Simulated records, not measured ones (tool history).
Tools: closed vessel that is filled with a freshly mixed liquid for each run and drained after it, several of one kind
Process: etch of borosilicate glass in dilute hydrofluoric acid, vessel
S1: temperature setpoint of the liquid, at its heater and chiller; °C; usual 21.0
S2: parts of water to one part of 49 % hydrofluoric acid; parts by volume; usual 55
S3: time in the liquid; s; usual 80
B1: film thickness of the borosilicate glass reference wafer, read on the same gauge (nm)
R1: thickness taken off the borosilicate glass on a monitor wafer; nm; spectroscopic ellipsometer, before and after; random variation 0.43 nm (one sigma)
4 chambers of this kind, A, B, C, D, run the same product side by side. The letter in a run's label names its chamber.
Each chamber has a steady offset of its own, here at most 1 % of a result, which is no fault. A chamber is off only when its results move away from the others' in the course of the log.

run 1B hour=10.0 | S1=21.0 S2=55 S3=80 | B1=69.992 | R1=56.716
run 2A hour=15.2 | S1=21.0 S2=55 S3=80 | B1=69.996 | R1=57.634
run 3C hour=20.5 | S1=21.0 S2=55 S3=80 | B1=69.997 | R1=56.871
run 4D hour=25.0 | S1=21.0 S2=55 S3=80 | B1=70.006 | R1=56.420
run 5A hour=29.8 | S1=19.5 S2=55 S3=80 | B1=69.996 | R1=52.360
-- hour=30.2 chamber A: thermometer replaced
run 6D hour=35.3 | S1=19.5 S2=55 S3=80 | B1=69.999 | R1=52.735
run 7B hour=45.5 | S1=19.5 S2=55 S3=80 | B1=70.021 | R1=52.855
run 8C hour=53.6 | S1=19.5 S2=55 S3=80 | B1=70.011 | R1=52.992
run 9B hour=60.7 | S1=21.0 S2=55 S3=80 | B1=70.005 | R1=57.200
run 10A hour=68.9 | S1=21.0 S2=55 S3=80 | B1=69.994 | R1=56.039
run 11D hour=75.8 | S1=21.0 S2=55 S3=80 | B1=70.009 | R1=55.810
run 12C hour=81.5 | S1=21.0 S2=55 S3=80 | B1=70.010 | R1=55.015
run 13A hour=86.2 | S1=21.0 S2=55 S3=80 | B1=69.988 | R1=56.543
run 14B hour=91.4 | S1=21.0 S2=55 S3=80 | B1=70.019 | R1=56.727
run 15C hour=98.9 | S1=21.0 S2=55 S3=80 | B1=70.014 | R1=54.830
run 16D hour=107.0 | S1=21.0 S2=55 S3=80 | B1=70.004 | R1=57.033
run 17D hour=113.4 | S1=21.0 S2=55 S3=80 | B1=69.992 | R1=56.854
run 18C hour=123.0 | S1=23.5 S2=30 S3=80 | B1=70.000 | R1=116.340
run 19A hour=132.9 | S1=23.5 S2=30 S3=80 | B1=70.009 | R1=121.380
run 20B hour=143.1 | S1=23.5 S2=30 S3=80 | B1=69.991 | R1=118.730
run 21A hour=151.4 | S1=23.5 S2=30 S3=80 | B1=70.013 | R1=120.580
run 22C hour=158.5 | S1=21.0 S2=55 S3=80 | B1=69.985 | R1=55.170
run 23D hour=164.0 | S1=21.0 S2=55 S3=80 | B1=70.008 | R1=56.096
run 24B hour=169.2 | S1=21.0 S2=45 S3=50 | B1=69.978 | R1=43.630
run 25C hour=175.6 | S1=21.0 S2=45 S3=50 | B1=69.996 | R1=41.664

Is one chamber off against the others, does the gauge drift, or is nothing wrong? If a chamber is off, say which, and what the likeliest cause is.

Chamber C drifts away from the others.
Cause: hydrofluoric acid flow below the setpoint (%) = 4.57.
The log may not tell that from: liquid colder than its thermometer reads (K).

Here are 4 candidates for chamber C's next run, each the usual settings with a change, their results left as question marks. Which one brings its results back in line with what the others give on the usual settings?
In line means no further than this from the other chambers' mean on the usual settings: R1 1.500 nm
run 26C-1 hour=183.1 | S1=21.0 S2=60 S3=80 | R1=?
run 26C-2 hour=183.1 | S1=22.0 S2=55 S3=80 | R1=?
run 26C-3 hour=183.1 | S1=21.0 S2=50 S3=80 | R1=?
run 26C-4 hour=183.1 | S1=20.0 S2=55 S3=80 | R1=?

The other chambers' mean on the usual settings: R1 56.442 nm
run=26C-1 R1=48.913
run=26C-2 R1=56.050
run=26C-3 R1=59.531
run=26C-4 R1=51.483
26C-2 brings the chamber back in line.
